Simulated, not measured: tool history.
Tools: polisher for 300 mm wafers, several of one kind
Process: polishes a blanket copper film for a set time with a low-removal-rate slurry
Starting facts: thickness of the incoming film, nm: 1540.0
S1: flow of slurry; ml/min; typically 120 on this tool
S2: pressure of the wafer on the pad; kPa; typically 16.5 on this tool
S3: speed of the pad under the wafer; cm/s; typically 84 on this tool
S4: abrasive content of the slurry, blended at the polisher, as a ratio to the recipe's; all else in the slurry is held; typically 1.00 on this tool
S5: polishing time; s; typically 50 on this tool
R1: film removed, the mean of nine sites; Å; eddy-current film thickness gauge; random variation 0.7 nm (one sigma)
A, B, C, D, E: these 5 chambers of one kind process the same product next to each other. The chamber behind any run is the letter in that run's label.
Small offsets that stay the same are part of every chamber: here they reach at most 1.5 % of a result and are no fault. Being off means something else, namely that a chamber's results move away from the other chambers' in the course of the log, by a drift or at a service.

run   hour   S1    S2  S3    S4  S5       R1
       1.1  -- chamber E: slurry blender recalibrated
       3.0  -- chamber A: worn pad replaced by a new one
       3.0  -- chamber E: head pressure recalibrated
 1C    3.2  120  16.5  84  1.00  50   903.31
       6.5  -- chamber E: worn pad replaced by a new one
 2D    7.7  120  16.5  84  1.00  50   889.37
 3B   14.2  120  16.5  84  1.00  50   918.97
 4A   19.1  120  16.5  84  1.00  50   907.63
 5E   24.2  120  16.5  58  1.20  50   653.13
      25.1  -- chamber D: worn pad replaced by a new one
      26.0  -- chamber B: worn pad replaced by a new one
 6B   28.1  120  16.5  58  1.20  50   659.02
 7A   34.2  120  16.5  58  1.20  50   649.60
      34.4  -- chamber B: slurry nozzle cleaned
 8E   40.3  120  16.5  58  1.20  50   650.89
 9D   45.8  120  16.5  58  1.20  50   630.66
10C   49.1  120  16.5  84  1.00  50   896.04
      51.5  -- chamber A: worn pad replaced by a new one
11D   55.4  120  16.5  58  1.10  50   617.69
12E   59.5  120  16.5  58  1.10  50   635.01
13A   64.8  120  16.5  58  1.10  50   628.25
      65.7  -- chamber B: slurry blender recalibrated
      67.6  -- chamber C: worn pad replaced by a new one
14B   69.0  120  16.5  58  1.10  50   633.05
      72.3  -- chamber C: slurry nozzle cleaned
15C   74.8  120  16.5  58  1.10  50   631.37
16B   78.7  120  16.5  84  1.00  50   901.69
      83.7  -- chamber D: head pressure recalibrated
17C   83.7  120  16.5  84  0.85  42   741.96
18A   90.0  120  16.5  84  0.85  42   737.17
19E   94.1  120  16.5  84  0.85  42   734.57
20D   99.8  120  16.5  84  0.85  42   711.06
     104.6  -- chamber A: worn pad replaced by a new one
21C  105.2  120  16.5  84  0.85  42   735.35
     108.5  -- chamber D: worn pad replaced by a new one
22B  110.3  120  16.5  84  1.00  50   902.77
23E  113.4  120  16.5  84  1.00  59  1047.40
     115.3  -- chamber E: worn pad replaced by a new one
     116.1  -- chamber B: worn pad replaced by a new one
24A  119.2  120  16.5  84  1.00  59  1064.80
25D  124.4  120  16.5  84  1.00  59  1016.30
26B  129.4  120  16.5  84  1.00  59  1074.50
27C  133.9  120  16.5  84  1.00  59  1074.60
28A  138.4  120  16.5  84  1.25  66  1259.20
29E  142.6  120  16.5  84  1.25  66  1254.20
30D  148.1  120  16.5  84  1.25  66  1153.70
     148.3  -- chamber A: worn pad replaced by a new one
     149.5  -- chamber A: slurry blender recalibrated
31A  151.3  120  16.5  84  1.25  66  1281.90
32C  154.2  120  16.5  84  1.25  66  1261.10
33E  157.6  120  16.5  84  1.00  50   899.69
34B  162.7  105  16.5  84  1.00  50   881.92
35D  169.0  105  16.5  84  1.00  50   811.48

Predict what each chamber gives when all 5 of them run the settings below next.
36A  173.8  160  16.5  84  1.00  50   ?
36B  173.8  160  16.5  84  1.00  50   ?
36C  173.8  160  16.5  84  1.00  50   ?
36D  173.8  160  16.5  84  1.00  50   ?
36E  173.8  160  16.5  84  1.00  50   ?

run      R1
36A  954.03
36B  946.28
36C  962.87
36D  887.62
36E  958.52

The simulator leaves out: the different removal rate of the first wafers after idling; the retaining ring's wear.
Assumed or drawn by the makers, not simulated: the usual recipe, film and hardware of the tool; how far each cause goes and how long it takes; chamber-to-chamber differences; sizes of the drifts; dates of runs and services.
